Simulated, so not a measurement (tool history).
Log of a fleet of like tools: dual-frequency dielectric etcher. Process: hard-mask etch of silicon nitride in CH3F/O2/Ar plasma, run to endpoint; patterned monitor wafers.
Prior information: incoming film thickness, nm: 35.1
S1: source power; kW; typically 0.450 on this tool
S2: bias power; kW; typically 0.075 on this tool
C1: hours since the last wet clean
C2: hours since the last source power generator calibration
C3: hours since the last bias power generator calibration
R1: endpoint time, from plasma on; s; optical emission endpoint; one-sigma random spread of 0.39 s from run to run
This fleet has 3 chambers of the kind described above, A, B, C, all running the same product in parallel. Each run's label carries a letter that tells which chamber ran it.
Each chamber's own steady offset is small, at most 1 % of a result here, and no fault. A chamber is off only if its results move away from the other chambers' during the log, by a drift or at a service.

run,hour,S1,S2,C1,C2,C3,R1
1A,9.8,0.450,0.075,89.4,466.3,984.6,47.931
2B,16.6,0.450,0.075,60.0,2749.1,2699.0,48.240
3C,26.8,0.450,0.075,84.7,2282.9,939.1,46.848
4B,33.7,0.450,0.075,77.1,2766.2,2716.1,48.425
5A,41.2,0.450,0.075,120.8,497.7,1016.0,48.259
6C,48.9,0.450,0.075,106.8,2305.0,961.2,47.581
7C,57.9,0.450,0.075,115.8,2314.0,970.2,47.549
8A,64.0,0.450,0.075,143.6,520.5,1038.8,47.545
9B,69.3,0.450,0.075,112.7,2801.8,2751.7,47.531
10C,78.4,0.450,0.075,136.3,2334.5,990.7,47.110
11B,85.3,0.450,0.075,128.7,2817.8,2767.7,47.677
12A,90.8,0.450,0.075,170.4,547.3,1065.6,47.607
13C,100.9,0.450,0.075,158.8,2357.0,1013.2,47.385
14B,107.5,0.450,0.075,150.9,2840.0,2789.9,48.671
15A,114.2,0.450,0.075,193.8,570.7,1089.0,48.353
16A,122.2,0.450,0.075,201.8,578.7,1097.0,47.951
17B,127.4,0.400,0.075,170.8,2859.9,2809.8,50.124
18C,137.8,0.400,0.075,195.7,2393.9,1050.1,50.105
19B,146.8,0.400,0.075,190.2,2879.3,2829.2,50.682
20A,154.5,0.450,0.075,234.1,611.0,1129.3,48.642
21C,160.4,0.450,0.075,218.3,2416.5,1072.7,47.633
22C,170.9,0.450,0.075,228.8,2427.0,1083.2,47.429
23A,179.9,0.450,0.075,259.5,636.4,1154.7,47.931
24B,188.1,0.360,0.068,231.5,2920.6,2870.5,53.426
25B,193.3,0.360,0.068,236.7,2925.8,2875.7,53.192
26C,203.6,0.360,0.068,261.5,2459.7,1115.9,53.053
27A,208.4,0.450,0.075,288.0,664.9,1183.2,47.778
28C,215.0,0.450,0.075,272.9,2471.1,1127.3,46.877
29A,219.8,0.450,0.075,299.4,676.3,1194.6,47.712
30B,229.1,0.450,0.075,272.5,2961.6,2911.5,48.186
31C,238.0,0.450,0.075,295.9,2494.1,1150.3,47.805
32B,245.0,0.450,0.075,288.4,2977.5,2927.4,47.472
33A,251.9,0.450,0.075,331.5,708.4,1226.7,48.319
34B,259.8,0.450,0.075,303.2,2992.3,2942.2,47.957
35A,270.3,0.450,0.075,349.9,726.8,1245.1,48.548
36C,275.2,0.450,0.075,333.1,2531.3,1187.5,47.898
37B,279.8,0.450,0.075,323.2,3012.3,2962.2,48.205
38A,284.6,0.450,0.075,364.2,741.1,1259.4,48.054

Predict what each chamber gives when all 3 of them run the settings below next.
39A,292.1,0.450,0.075,,,,?
39B,292.1,0.450,0.075,,,,?
39C,292.1,0.450,0.075,,,,?

run,R1
39A,48.612
39B,48.415
39C,48.424
